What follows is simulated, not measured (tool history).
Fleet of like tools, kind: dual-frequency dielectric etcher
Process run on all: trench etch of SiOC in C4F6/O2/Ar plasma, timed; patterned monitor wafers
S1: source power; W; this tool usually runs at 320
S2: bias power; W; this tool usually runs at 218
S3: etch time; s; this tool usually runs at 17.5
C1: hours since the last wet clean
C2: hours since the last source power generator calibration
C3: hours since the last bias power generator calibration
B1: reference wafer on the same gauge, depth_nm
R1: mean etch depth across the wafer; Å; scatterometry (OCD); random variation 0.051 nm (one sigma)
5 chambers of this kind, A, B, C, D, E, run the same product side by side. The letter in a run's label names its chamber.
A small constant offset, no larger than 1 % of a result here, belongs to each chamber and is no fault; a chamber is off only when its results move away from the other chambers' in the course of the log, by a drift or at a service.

run	hour	S1	S2	S3	C1	C2	C3	B1	R1
1D	10	320	218	17.5	254	1584.6	1817.5	34.104	353.31
2C	16.8	320	218	17.5	522	504.8	89.7	34.1	355.39
3B	26.9	320	218	17.5	243.5	1230.9	1450.9	34.084	352.56
# hour 28: chamber C: wet clean of the chamber
4E	37.7	320	218	17.5	64.9	1812.3	1679.5	34.078	351.79
5A	46.7	320	218	17.5	295.1	1831.2	2632.6	34.061	351.66
# hour 50.7: chamber E: bias power generator calibrated
6C	54.6	380	218	15	26.6	542.6	127.5	34.066	325.23
7E	67.3	380	218	15	94.5	1841.9	16.7	34.064	321.31
8A	80.7	380	218	15	329.1	1865.2	2666.6	34.05	322.63
9B	89.1	380	218	15	305.7	1293.1	1513.1	34.04	322.05
10D	101.4	380	218	15	345.4	1676	1908.9	34.039	322.89
# hour 104.3: chamber B: wet clean of the chamber
11C	114.1	320	218	17.5	86.1	602.1	187	34.045	355.23
12B	124.4	320	218	17.5	20.2	1328.4	1548.4	34.018	350.45
13D	132	320	218	17.5	376	1706.6	1939.5	34.01	352
# hour 144.2: chamber A: wet clean of the chamber
14E	145.7	320	218	17.5	172.9	1920.3	95.1	34.008	350.74
15A	160.4	320	218	17.5	16.3	1944.9	2746.3	34.007	351.17
16E	174.2	320	218	17.5	201.4	1948.8	123.6	34.003	350.73
17D	187.2	320	218	17.5	431.2	1761.8	1994.7	33.994	352.06
18C	197.7	320	218	17.5	169.7	685.7	270.6	33.989	353.8
# hour 197.9: chamber B: source power generator calibrated
# hour 210.1: chamber D: source power generator calibrated
19A	212.1	320	218	17.5	68	1996.6	2798	33.975	351.59
20B	226.1	320	218	17.5	121.9	28.2	1650.1	33.966	351.58
21E	234	320	218	17.5	261.2	2008.6	183.4	33.98	350.25
22B	245.9	320	218	17.5	141.7	48	1669.9	33.953	350.36
23D	258.2	320	218	17.5	502.2	48.2	2065.7	33.944	350.72
24C	272.3	320	218	17.5	244.3	760.3	345.2	33.934	353.97
25A	282.6	320	218	17.5	138.5	2067.1	2868.5	33.935	350.37
26C	289	320	218	17.5	261	777	361.9	33.932	353.39
27A	303	320	218	17.5	158.9	2087.5	2888.9	33.926	350.92
28D	314.3	320	218	17.5	558.3	104.3	2121.8	33.899	350.86
29E	322.6	290	218	17.5	349.8	2097.2	272	33.89	336.66
30B	333.6	290	218	17.5	229.4	135.7	1757.6	33.895	337.19

The same settings go to every chamber for the next run, one line per chamber below. Forecast the results for each:
31A	344.3	320	218	17.5					?
31B	344.3	320	218	17.5					?
31C	344.3	320	218	17.5					?
31D	344.3	320	218	17.5					?
31E	344.3	320	218	17.5					?

run	R1
31A	349.88
31B	350.1
31C	353.1
31D	351.61
31E	350.37
